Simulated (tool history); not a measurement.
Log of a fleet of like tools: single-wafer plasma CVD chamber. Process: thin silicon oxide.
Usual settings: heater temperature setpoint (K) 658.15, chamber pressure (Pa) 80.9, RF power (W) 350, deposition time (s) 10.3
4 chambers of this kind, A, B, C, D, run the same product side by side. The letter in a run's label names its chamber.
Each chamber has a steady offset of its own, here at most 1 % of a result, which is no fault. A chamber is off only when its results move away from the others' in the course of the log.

run   hour  heater temperature setpoint (K)  chamber pressure (Pa)  RF power (W)  deposition time (s)  hours since the last thermocouple change  hours since the last RF generator calibration  hours since the last manometer calibration  read-back reference wafer on the same gauge, thickness_nm  mean film thickness on the monitor wafer (angstrom)
 1C   14.7                           658.15                   80.9           350                 10.3                                    2250.9                                         1143.5                                       189.2                                                     14.299                                               152.28
 2A   27.9                           658.15                   80.9           350                 10.3                                     246.1                                         2472.2                                      1085.7                                                     14.294                                               152.30
 3B   39.7                           658.15                   80.9           350                 10.3                                     767.2                                         1379.6                                       893.7                                                     14.297                                               151.60
 4D   50.2                           658.15                   80.9           350                 10.3                                     491.3                                          918.1                                      1517.4                                                     14.305                                               153.69
 5A   64.5                           658.15                   80.9           350                 10.3                                     282.7                                         2508.8                                      1122.3                                                     14.298                                               152.66
 6B   74.6                           658.15                   80.9           350                 10.3                                     802.1                                         1414.5                                       928.6                                                     14.302                                               151.15
 7D   88.0                           658.15                   80.9           350                 10.3                                     529.1                                          955.9                                      1555.2                                                     14.303                                               152.54
 8C   96.8                           658.15                   80.9           350                  8.5                                    2333.0                                         1225.6                                       271.3                                                     14.293                                               125.95
 9D  109.5                           658.15                   80.9           350                  8.5                                     550.6                                          977.4                                      1576.7                                                     14.296                                               125.75
     117.3  -- chamber A: RF generator calibrated
10C  123.7                           658.15                   80.9           350                  8.5                                    2359.9                                         1252.5                                       298.2                                                     14.300                                               126.05
11B  137.8                           658.15                   80.9           350                  8.5                                     865.3                                         1477.7                                       991.8                                                     14.314                                               124.66
12A  149.0                           658.15                   80.9           350                 10.3                                     367.2                                           31.8                                      1206.8                                                     14.304                                               152.94
13C  163.1                           658.15                   80.9           350                 10.3                                    2399.3                                         1291.9                                       337.6                                                     14.306                                               152.43
14A  171.2                           658.15                   80.9           350                 10.3                                     389.4                                           54.0                                      1229.0                                                     14.305                                               153.16
15D  186.4                           658.15                   80.9           350                 10.3                                     627.5                                         1054.3                                      1653.6                                                     14.306                                               150.61
16B  198.5                           658.15                   80.9           350                 10.3                                     926.0                                         1538.4                                      1052.5                                                     14.310                                               151.38
17B  212.9                           658.15                   80.9           350                 10.3                                     940.4                                         1552.8                                      1066.9                                                     14.301                                               150.29
18A  225.2                           658.15                   80.9           350                 10.3                                     443.4                                          108.0                                      1283.0                                                     14.301                                               152.70
19D  236.1                           658.15                   80.9           350                 10.3                                     677.2                                         1104.0                                      1703.3                                                     14.301                                               150.71
20C  250.4                           658.15                   80.9           350                 10.3                                    2486.6                                         1379.2                                       424.9                                                     14.304                                               151.56
21B  261.1                           649.15                   80.9           350                 10.3                                     988.6                                         1601.0                                      1115.1                                                     14.300                                               151.14
     262.9  -- chamber B: RF generator calibrated
22D  269.6                           649.15                   80.9           350                 10.3                                     710.7                                         1137.5                                      1736.8                                                     14.299                                               149.96
23A  285.0                           649.15                   80.9           350                 10.3                                     503.2                                          167.8                                      1342.8                                                     14.307                                               153.92
24C  298.6                           649.15                   80.9           350                 10.3                                    2534.8                                         1427.4                                       473.1                                                     14.296                                               153.63
25B  314.0                           658.15                   80.9           350                 10.3                                    1041.5                                           51.2                                      1168.0                                                     14.296                                               150.48
26A  325.6                           658.15                   80.9           350                 10.3                                     543.8                                          208.4                                      1383.4                                                     14.296                                               153.28

All 4 chambers run these settings next. Forecast each chamber's results:
27A  336.8                           658.15                   80.9           350                  8.5                                                                                                                                                                                                                                                    ?
27B  336.8                           658.15                   80.9           350                  8.5                                                                                                                                                                                                                                                    ?
27C  336.8                           658.15                   80.9           350                  8.5                                                                                                                                                                                                                                                    ?
27D  336.8                           658.15                   80.9           350                  8.5                                                                                                                                                                                                                                                    ?

run  mean film thickness on the monitor wafer (angstrom)
27A                                               126.71
27B                                               123.83
27C                                               125.56
27D                                               122.23

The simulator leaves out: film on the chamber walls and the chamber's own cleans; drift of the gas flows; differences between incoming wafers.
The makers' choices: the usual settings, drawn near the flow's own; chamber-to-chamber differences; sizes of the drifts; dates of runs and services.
